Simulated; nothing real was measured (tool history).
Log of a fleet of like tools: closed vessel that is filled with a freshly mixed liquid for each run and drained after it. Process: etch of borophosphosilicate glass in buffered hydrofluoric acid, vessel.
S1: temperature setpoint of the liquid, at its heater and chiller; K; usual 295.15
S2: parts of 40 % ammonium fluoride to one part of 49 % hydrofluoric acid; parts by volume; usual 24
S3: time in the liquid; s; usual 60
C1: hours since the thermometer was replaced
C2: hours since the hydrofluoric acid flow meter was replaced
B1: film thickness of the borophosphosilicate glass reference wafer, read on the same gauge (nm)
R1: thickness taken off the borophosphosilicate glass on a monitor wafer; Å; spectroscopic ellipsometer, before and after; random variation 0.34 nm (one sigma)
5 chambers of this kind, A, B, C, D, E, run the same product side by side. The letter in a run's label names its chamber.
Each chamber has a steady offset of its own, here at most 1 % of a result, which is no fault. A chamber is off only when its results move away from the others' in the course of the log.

run 1A hour=12.2 | S1=295.15 S2=24 S3=60 | C1=1012.2 C2=104.9 | B1=110.01 | R1=424.91
run 2B hour=24.4 | S1=295.15 S2=24 S3=60 | C1=594.1 C2=682.2 | B1=110.03 | R1=417.79
run 3E hour=34.8 | S1=295.15 S2=24 S3=60 | C1=998.5 C2=1960.3 | B1=110 | R1=423.76
run 4D hour=43.9 | S1=295.15 S2=24 S3=60 | C1=154.2 C2=426.9 | B1=110 | R1=424.55
run 5C hour=52.4 | S1=295.15 S2=24 S3=60 | C1=1399.1 C2=156.8 | B1=109.98 | R1=423.45
-- hour=58.6 chamber D: hydrofluoric acid flow meter replaced
run 6C hour=65.2 | S1=295.15 S2=24 S3=60 | C1=1411.9 C2=169.6 | B1=109.95 | R1=430.57
run 7B hour=75.1 | S1=295.15 S2=24 S3=60 | C1=644.8 C2=732.9 | B1=109.98 | R1=426.6
run 8A hour=85.4 | S1=295.15 S2=24 S3=60 | C1=1085.4 C2=178.1 | B1=110 | R1=418.6
run 9D hour=91.8 | S1=295.15 S2=24 S3=60 | C1=202.1 C2=33.3 | B1=110.04 | R1=422.75
-- hour=95.1 chamber E: hydrofluoric acid flow meter replaced
run 10E hour=98.8 | S1=295.15 S2=24 S3=60 | C1=1062.5 C2=3.8 | B1=109.97 | R1=422.88
run 11C hour=110.1 | S1=295.15 S2=24 S3=60 | C1=1456.8 C2=214.5 | B1=110.02 | R1=427.41
run 12E hour=120.9 | S1=295.15 S2=24 S3=60 | C1=1084.6 C2=25.9 | B1=109.98 | R1=421.49
run 13D hour=131.5 | S1=295.15 S2=24 S3=60 | C1=241.8 C2=73 | B1=110 | R1=423.86
run 14B hour=143.2 | S1=295.15 S2=24 S3=60 | C1=712.9 C2=801 | B1=110.03 | R1=415.18
run 15A hour=153.4 | S1=295.15 S2=24 S3=60 | C1=1153.4 C2=246.1 | B1=110.02 | R1=423.94
run 16A hour=159.8 | S1=295.15 S2=24 S3=60 | C1=1159.8 C2=252.5 | B1=110 | R1=422.41
run 17B hour=166 | S1=298.15 S2=18 S3=60 | C1=735.7 C2=823.8 | B1=109.98 | R1=612.25
run 18C hour=172.3 | S1=298.15 S2=18 S3=60 | C1=1519 C2=276.7 | B1=109.99 | R1=629.87
run 19D hour=181.2 | S1=298.15 S2=18 S3=60 | C1=291.5 C2=122.7 | B1=109.99 | R1=622.95
run 20E hour=190.1 | S1=298.15 S2=18 S3=60 | C1=1153.8 C2=95.1 | B1=110.05 | R1=618.03
run 21B hour=202.2 | S1=298.15 S2=18 S3=60 | C1=771.9 C2=860 | B1=109.99 | R1=618.67
run 22A hour=208.4 | S1=298.15 S2=24 S3=90 | C1=1208.4 C2=301.1 | B1=109.99 | R1=743.31
run 23C hour=221.1 | S1=298.15 S2=24 S3=90 | C1=1567.8 C2=325.5 | B1=109.95 | R1=742.08
run 24E hour=226.8 | S1=298.15 S2=24 S3=90 | C1=1190.5 C2=131.8 | B1=109.99 | R1=756.13
run 25D hour=232.7 | S1=298.15 S2=24 S3=90 | C1=343 C2=174.2 | B1=109.98 | R1=750.4
-- hour=233.7 chamber B: thermometer replaced
run 26C hour=244.7 | S1=298.15 S2=24 S3=90 | C1=1591.4 C2=349.1 | B1=110.01 | R1=750.09
run 27E hour=253.4 | S1=295.15 S2=24 S3=60 | C1=1217.1 C2=158.4 | B1=110.01 | R1=416.85
run 28A hour=265.6 | S1=293.65 S2=24 S3=60 | C1=1265.6 C2=358.3 | B1=110 | R1=383.22
run 29D hour=273.3 | S1=293.65 S2=24 S3=60 | C1=383.6 C2=214.8 | B1=109.98 | R1=392.2
run 30B hour=285.1 | S1=293.65 S2=24 S3=60 | C1=51.4 C2=942.9 | B1=109.97 | R1=389.3
run 31D hour=293 | S1=293.65 S2=24 S3=60 | C1=403.3 C2=234.5 | B1=110.01 | R1=393.38
run 32C hour=303.5 | S1=293.65 S2=24 S3=60 | C1=1650.2 C2=407.9 | B1=110.01 | R1=395.16
run 33B hour=316.3 | S1=295.15 S2=24 S3=60 | C1=82.6 C2=974.1 | B1=110.02 | R1=419.6
run 34A hour=324.2 | S1=295.15 S2=24 S3=60 | C1=1324.2 C2=416.9 | B1=110.03 | R1=417.93

Next, every chamber runs the same settings. What will each give?
run 35A hour=333.4 | S1=295.15 S2=24 S3=60 | R1=?
run 35B hour=333.4 | S1=295.15 S2=24 S3=60 | R1=?
run 35C hour=333.4 | S1=295.15 S2=24 S3=60 | R1=?
run 35D hour=333.4 | S1=295.15 S2=24 S3=60 | R1=?
run 35E hour=333.4 | S1=295.15 S2=24 S3=60 | R1=?

run=35A R1=420.09
run=35B R1=421.76
run=35C R1=429.85
run=35D R1=417.89
run=35E R1=421.5
